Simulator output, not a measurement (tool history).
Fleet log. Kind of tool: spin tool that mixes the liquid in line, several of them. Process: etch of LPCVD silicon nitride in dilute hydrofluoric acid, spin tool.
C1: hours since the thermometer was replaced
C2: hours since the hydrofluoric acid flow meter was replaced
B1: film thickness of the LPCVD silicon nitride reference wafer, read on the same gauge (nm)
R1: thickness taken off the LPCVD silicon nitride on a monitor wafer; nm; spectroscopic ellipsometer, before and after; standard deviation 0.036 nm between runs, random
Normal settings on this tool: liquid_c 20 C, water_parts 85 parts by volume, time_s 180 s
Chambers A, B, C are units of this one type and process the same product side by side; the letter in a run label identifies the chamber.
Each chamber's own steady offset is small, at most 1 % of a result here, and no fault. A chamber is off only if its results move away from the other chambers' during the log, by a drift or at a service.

Run 1C, hour 9.9: usual settings; C1 1476.8; C2 1411.0; B1 30.003. Result: R1 0.73018 nm.
Run 2B, hour 20.9: usual settings; C1 435.5; C2 590.2; B1 30.007. Result: R1 0.82800 nm.
Run 3A, hour 28.4: usual settings; C1 1397.5; C2 596.7; B1 30.017. Result: R1 0.78187 nm.
Run 4B, hour 37.8: usual settings; C1 452.4; C2 607.1; B1 30.010. Result: R1 0.79073 nm.
Run 5C, hour 49.4: usual settings but water_parts 115 parts by volume; C1 1516.3; C2 1450.5; B1 30.041. Result: R1 0.61614 nm.
Run 6A, hour 58.4: usual settings but water_parts 115 parts by volume; C1 1427.5; C2 626.7; B1 30.017. Result: R1 0.55042 nm.
At hour 68.4: chamber B: hydrofluoric acid flow meter replaced.
Run 7C, hour 70.6: usual settings but water_parts 115 parts by volume; C1 1537.5; C2 1471.7; B1 30.000. Result: R1 0.54849 nm.
Run 8B, hour 80.7: usual settings; C1 495.3; C2 12.3; B1 29.985. Result: R1 0.72580 nm.
At hour 88.2: chamber A: hydrofluoric acid flow meter replaced.
Run 9A, hour 90.8: usual settings; C1 1459.9; C2 2.7; B1 30.004. Result: R1 0.80043 nm.
Run 10C, hour 101.2: usual settings; C1 1568.1; C2 1502.3; B1 29.997. Result: R1 0.78416 nm.
Run 11A, hour 112.0: usual settings; C1 1481.1; C2 23.9; B1 30.025. Result: R1 0.80099 nm.
Run 12B, hour 118.9: usual settings; C1 533.5; C2 50.5; B1 30.002. Result: R1 0.73606 nm.
Run 13A, hour 127.0: usual settings; C1 1496.1; C2 38.9; B1 30.013. Result: R1 0.78696 nm.
Run 14C, hour 134.2: usual settings but water_parts 55 parts by volume; C1 1601.1; C2 1535.3; B1 30.026. Result: R1 1.18980 nm.
Run 15B, hour 142.1: usual settings but water_parts 55 parts by volume; C1 556.7; C2 73.7; B1 29.979. Result: R1 1.17970 nm.
Run 16A, hour 154.4: usual settings but water_parts 55 parts by volume; C1 1523.5; C2 66.3; B1 29.999. Result: R1 1.18810 nm.
Run 17B, hour 161.4: usual settings; C1 576.0; C2 93.0; B1 30.036. Result: R1 0.74360 nm.
Run 18C, hour 175.1: usual settings; C1 1642.0; C2 1576.2; B1 29.970. Result: R1 0.75820 nm.
Run 19C, hour 188.2: usual settings; C1 1655.1; C2 1589.3; B1 30.007. Result: R1 0.76552 nm.
Run 20A, hour 195.9: usual settings; C1 1565.0; C2 107.8; B1 30.020. Result: R1 0.72570 nm.
Run 21B, hour 210.0: usual settings; C1 624.6; C2 141.6; B1 29.979. Result: R1 0.82616 nm.
Run 22C, hour 219.1: usual settings; C1 1686.0; C2 1620.2; B1 29.967. Result: R1 0.75377 nm.
At hour 230.7: chamber C: thermometer replaced.
Run 23A, hour 231.0: usual settings but liquid_c 24 C, time_s 140 s; C1 1600.1; C2 142.9; B1 29.978. Result: R1 0.73805 nm.
Run 24B, hour 241.7: usual settings but liquid_c 24 C, time_s 140 s; C1 656.3; C2 173.3; B1 30.014. Result: R1 0.78126 nm.
Run 25C, hour 250.5: usual settings but liquid_c 24 C, time_s 140 s; C1 19.9; C2 1651.6; B1 29.990. Result: R1 0.73780 nm.
Run 26B, hour 257.9: usual settings; C1 672.5; C2 189.5; B1 30.025. Result: R1 0.73014 nm.
Run 27A, hour 268.0: usual settings; C1 1637.1; C2 179.9; B1 29.998. Result: R1 0.74087 nm.
Run 28B, hour 282.6: usual settings; C1 697.2; C2 214.2; B1 29.981. Result: R1 0.78695 nm.
Run 29C, hour 290.4: usual settings; C1 59.8; C2 1691.5; B1 30.021. Result: R1 0.77259 nm.
Run 30A, hour 299.7: usual settings; C1 1668.8; C2 211.6; B1 29.992. Result: R1 0.78837 nm.
Run 31C, hour 313.3: usual settings; C1 82.7; C2 1714.4; B1 30.038. Result: R1 0.74355 nm.
Run 32B, hour 327.0: usual settings; C1 741.6; C2 258.6; B1 30.022. Result: R1 0.76226 nm.
Run 33A, hour 338.9: usual settings; C1 1708.0; C2 250.8; B1 29.989. Result: R1 0.74761 nm.
Run 34A, hour 346.1: usual settings; C1 1715.2; C2 258.0; B1 29.979. Result: R1 0.73713 nm.
Run 35C, hour 355.5: usual settings; C1 124.9; C2 1756.6; B1 30.044. Result: R1 0.74193 nm.
Run 36B, hour 365.6: usual settings; C1 780.2; C2 297.2; B1 30.008. Result: R1 0.73002 nm.
Run 37B, hour 375.3: usual settings; C1 789.9; C2 306.9; B1 29.983. Result: R1 0.79813 nm.

For the next run the whole fleet of 3 chambers uses the same settings. Give each chamber's results:
Run 38A, hour 385.7: usual settings. Result: R1 ?.
Run 38B, hour 385.7: usual settings. Result: R1 ?.
Run 38C, hour 385.7: usual settings. Result: R1 ?.

run       R1
38A  0.73146
38B  0.77688
38C  0.75777
